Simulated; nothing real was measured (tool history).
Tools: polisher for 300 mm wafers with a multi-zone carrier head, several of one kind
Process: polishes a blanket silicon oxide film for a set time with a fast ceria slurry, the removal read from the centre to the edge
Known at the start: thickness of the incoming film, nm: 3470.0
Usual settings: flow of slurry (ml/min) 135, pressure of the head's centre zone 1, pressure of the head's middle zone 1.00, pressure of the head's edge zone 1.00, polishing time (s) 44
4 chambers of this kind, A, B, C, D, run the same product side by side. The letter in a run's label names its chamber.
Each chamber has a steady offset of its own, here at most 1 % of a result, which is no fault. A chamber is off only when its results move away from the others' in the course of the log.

run,day,flow of slurry (ml/min),pressure of the head's centre zone,pressure of the head's middle zone,pressure of the head's edge zone,polishing time (s),wafers polished on this pad,hours since the slurry nozzle was cleaned,hours since the centre zone pressure was calibrated,hours since the edge zone pressure was calibrated,film removed at the wafer's centre (angstrom),film removed at mid-radius (angstrom),film removed at the wafer's edge (angstrom)
# day 0.146: chamber C: edge zone pressure recalibrated
1B,0.338,135,1,1.00,1.00,44,668,80.3,387.4,380.1,6917.9,7074.8,7118.0
2A,0.654,135,1,1.00,1.00,44,292,215.7,86.8,373.9,7078.4,7126.1,7104.3
# day 1.012: chamber C: slurry nozzle cleaned
3D,1.071,135,1,1.00,1.00,44,1224,412.2,354.2,664.1,6959.9,7029.4,7016.3
4C,1.533,135,1,1.00,1.00,44,1592,12.5,729.7,33.4,7066.7,6898.8,7149.9
# day 1.712: chamber B: worn pad replaced by a new one
# day 1.733: chamber C: worn pad replaced by a new one
# day 1.767: chamber D: worn pad replaced by a new one
5D,1.796,135,1,1.00,1.00,44,13,429.6,371.6,681.5,6855.9,6960.7,7219.6
# day 1.954: chamber A: worn pad replaced by a new one
6A,2.008,135,1,1.00,1.00,44,23,248.2,119.3,406.4,7097.5,7102.2,6974.0
7C,2.242,135,1,1.00,1.00,44,212,29.5,746.7,50.4,6984.5,6855.0,7051.6
8B,2.704,135,1,1.00,1.00,44,414,137.1,444.2,436.9,6926.4,7043.3,7134.6
9A,3.175,135,1,1.00,1.00,44,510,276.2,147.3,434.4,7180.0,7042.4,7054.7
10B,3.583,135,1,1.00,1.00,44,780,158.2,465.3,458.0,6958.9,7037.0,7124.5
# day 3.733: chamber A: worn pad replaced by a new one
11C,3.875,135,1,1.09,1.00,44,894,68.7,785.9,89.6,7081.2,7623.0,7115.8
# day 4.017: chamber B: edge zone pressure recalibrated
12D,4.238,135,1,1.09,1.00,44,1032,488.2,430.2,740.1,6966.5,7610.0,7091.0
13D,4.442,135,1,1.09,1.00,44,1117,493.1,435.1,745.0,6904.2,7632.2,7018.5
# day 4.592: chamber B: centre zone pressure recalibrated
14A,4.896,135,1,1.09,1.00,44,486,317.5,188.6,475.7,6995.6,7483.0,6936.0
15C,5.146,135,1,1.00,1.00,44,1424,99.2,816.4,120.1,7022.7,6990.0,7110.6
# day 5.300: chamber C: worn pad replaced by a new one
# day 5.383: chamber B: worn pad replaced by a new one
# day 5.388: chamber D: worn pad replaced by a new one
16B,5.600,135,1,1.00,1.00,44,91,206.6,24.3,38.0,6975.6,7242.3,6952.4
# day 5.871: chamber A: worn pad replaced by a new one
17D,5.938,135,1,1.00,1.00,44,230,529.0,471.0,780.9,6776.2,7142.0,7022.4
18A,6.354,135,1,1.00,1.00,44,202,352.5,223.6,510.7,7071.4,7022.3,7103.5
19C,6.800,135,1,1.00,1.00,44,626,138.9,856.1,159.8,7081.9,7020.3,7218.6
20B,7.267,135,1,1.00,1.00,44,787,246.6,64.3,78.0,7002.8,7083.3,7001.0
21A,7.704,135,1,1.00,1.00,44,766,384.9,256.0,543.1,6860.6,7171.0,7057.6
22B,7.938,135,1,1.00,1.00,44,1067,262.7,80.4,94.1,6987.9,6930.0,7174.9
# day 8.179: chamber A: worn pad replaced by a new one
23D,8.321,135,1,1.00,1.00,44,1225,586.2,528.2,838.1,6337.8,7242.4,7023.2
# day 8.558: chamber C: worn pad replaced by a new one
24C,8.592,135,1,1.00,1.00,44,15,181.9,899.1,202.8,7131.6,7015.8,6970.7
# day 8.842: chamber D: worn pad replaced by a new one
25A,8.983,135,1,1.00,1.00,44,336,415.6,286.7,573.8,7077.3,7209.0,7095.9
# day 9.117: chamber B: worn pad replaced by a new one
26B,9.262,135,1,1.00,1.00,55,62,294.5,112.2,125.9,8674.7,8881.2,8841.1
27D,9.500,135,1,1.00,1.00,55,275,614.5,556.5,866.4,7708.5,8953.1,8779.7
28C,9.958,135,1,1.00,1.00,55,585,214.7,931.9,235.6,8687.9,8783.1,8733.3
29D,10.338,135,1,1.00,1.00,55,625,634.6,576.6,886.5,7765.0,8809.4,8721.4

Next, every chamber runs the same settings. What will each give?
30A,10.683,135,1,1.00,1.04,44,,,,,?,?,?
30B,10.683,135,1,1.00,1.04,44,,,,,?,?,?
30C,10.683,135,1,1.00,1.04,44,,,,,?,?,?
30D,10.683,135,1,1.00,1.04,44,,,,,?,?,?

run,film removed at the wafer's centre (angstrom),film removed at mid-radius (angstrom),film removed at the wafer's edge (angstrom)
30A,7097.5,6899.2,7172.6
30B,6933.9,6904.7,7289.7
30C,7046.7,7029.5,7279.5
30D,6222.8,7223.6,7264.1
